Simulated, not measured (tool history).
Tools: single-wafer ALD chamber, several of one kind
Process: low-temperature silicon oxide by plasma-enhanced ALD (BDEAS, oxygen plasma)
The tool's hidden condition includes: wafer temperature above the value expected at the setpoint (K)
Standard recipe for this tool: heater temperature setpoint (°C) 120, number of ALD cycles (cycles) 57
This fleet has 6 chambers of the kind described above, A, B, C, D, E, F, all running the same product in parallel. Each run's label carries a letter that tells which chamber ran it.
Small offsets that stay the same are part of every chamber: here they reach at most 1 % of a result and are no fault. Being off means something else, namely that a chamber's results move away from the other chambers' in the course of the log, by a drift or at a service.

run    day  heater temperature setpoint (°C)  number of ALD cycles (cycles)  hours since the last thermocouple change  read-back reference wafer on the same gauge, thickness_nm  mean film thickness on the monitor wafer (nm)
 1B  0.192                               120                             57                                    2447.7                                                     8.5435                                         7.8503
 2E  0.333                               120                             57                                    1800.9                                                     8.5320                                         7.8520
 3A  0.433                               120                             57                                    1982.4                                                     8.5341                                         7.7622
 4F  0.533                               120                             57                                     114.2                                                     8.5337                                         7.8939
 5C  0.683                               120                             57                                     365.6                                                     8.5455                                         7.8281
 6D  0.812                               120                             57                                    2400.4                                                     8.5322                                         7.7631
 7C  1.000                               120                             57                                     373.2                                                     8.5409                                         7.7444
 8B  1.175                               120                             57                                    2471.3                                                     8.5444                                         7.8665
 9E  1.267                               129                             62                                    1823.3                                                     8.5412                                         8.3847
10F  1.362                               129                             62                                     134.1                                                     8.5279                                         8.4249
11D  1.517                               129                             62                                    2417.3                                                     8.5305                                         8.3590
12A  1.679                               129                             62                                    2012.3                                                     8.5403                                         8.3735
13B  1.867                               129                             62                                    2487.9                                                     8.5331                                         8.4058
14A  2.058                               129                             62                                    2021.4                                                     8.5431                                         8.3020
15C  2.146                               120                             57                                     400.7                                                     8.5229                                         7.8884
16E  2.238                               120                             57                                    1846.6                                                     8.5513                                         7.8327
17D  2.388                               120                             57                                    2438.2                                                     8.5398                                         7.7797
18F  2.546                               114                             64                                     162.5                                                     8.5367                                         9.0019
19A  2.742                               114                             64                                    2037.8                                                     8.5319                                         8.8521
20F  2.883                               114                             64                                     170.6                                                     8.5545                                         8.9881
21E  3.038                               114                             64                                    1865.8                                                     8.5393                                         8.9391
22D  3.171                               114                             64                                    2457.0                                                     8.5493                                         8.8053
23B  3.317                               114                             64                                    2522.7                                                     8.5365                                         8.9625
24C  3.471                               120                             57                                     432.5                                                     8.5387                                         7.7750
25F  3.662                               120                             57                                     189.3                                                     8.5437                                         7.8587
26C  3.808                               120                             57                                     440.6                                                     8.5288                                         7.8863
27A  3.929                               120                             57                                    2066.3                                                     8.5305                                         7.7796
28D  4.033                               120                             57                                    2477.7                                                     8.5432                                         7.7991
29B  4.167                               120                             57                                    2543.1                                                     8.5419                                         7.8626
30E  4.258                               120                             57                                    1895.1                                                     8.5357                                         7.8343
31C  4.388                               120                             57                                     454.5                                                     8.5360                                         7.8944
32B  4.538                               120                             57                                    2552.0                                                     8.5331                                         7.8263
33A  4.696                               120                             57                                    2084.7                                                     8.5359                                         7.8330
34E  4.804                               120                             57                                    1908.2                                                     8.5411                                         7.8172
35F  4.892                               120                             57                                     218.8                                                     8.5347                                         7.9129
36D  5.050                               107                             57                                    2502.1                                                     8.5436                                         8.0382
37F  5.229                               107                             57                                     226.9                                                     8.5357                                         8.1349
38A  5.371                               107                             57                                    2100.9                                                     8.5298                                         7.9218
39D  5.525                               107                             57                                    2513.5                                                     8.5346                                         7.9816
40C  5.617                               107                             57                                     484.0                                                     8.5439                                         8.1124
41E  5.708                               107                             57                                    1929.9                                                     8.5364                                         8.0890

Predict what each chamber gives when all 6 of them run the settings below next.
42A  5.846                               128                             57                                                                                                                                                   ?
42B  5.846                               128                             57                                                                                                                                                   ?
42C  5.846                               128                             57                                                                                                                                                   ?
42D  5.846                               128                             57                                                                                                                                                   ?
42E  5.846                               128                             57                                                                                                                                                   ?
42F  5.846                               128                             57                                                                                                                                                   ?

run  mean film thickness on the monitor wafer (nm)
42A                                         7.5888
42B                                         7.7125
42C                                         7.6534
42D                                         7.6859
42E                                         7.7622
42F                                         7.8808

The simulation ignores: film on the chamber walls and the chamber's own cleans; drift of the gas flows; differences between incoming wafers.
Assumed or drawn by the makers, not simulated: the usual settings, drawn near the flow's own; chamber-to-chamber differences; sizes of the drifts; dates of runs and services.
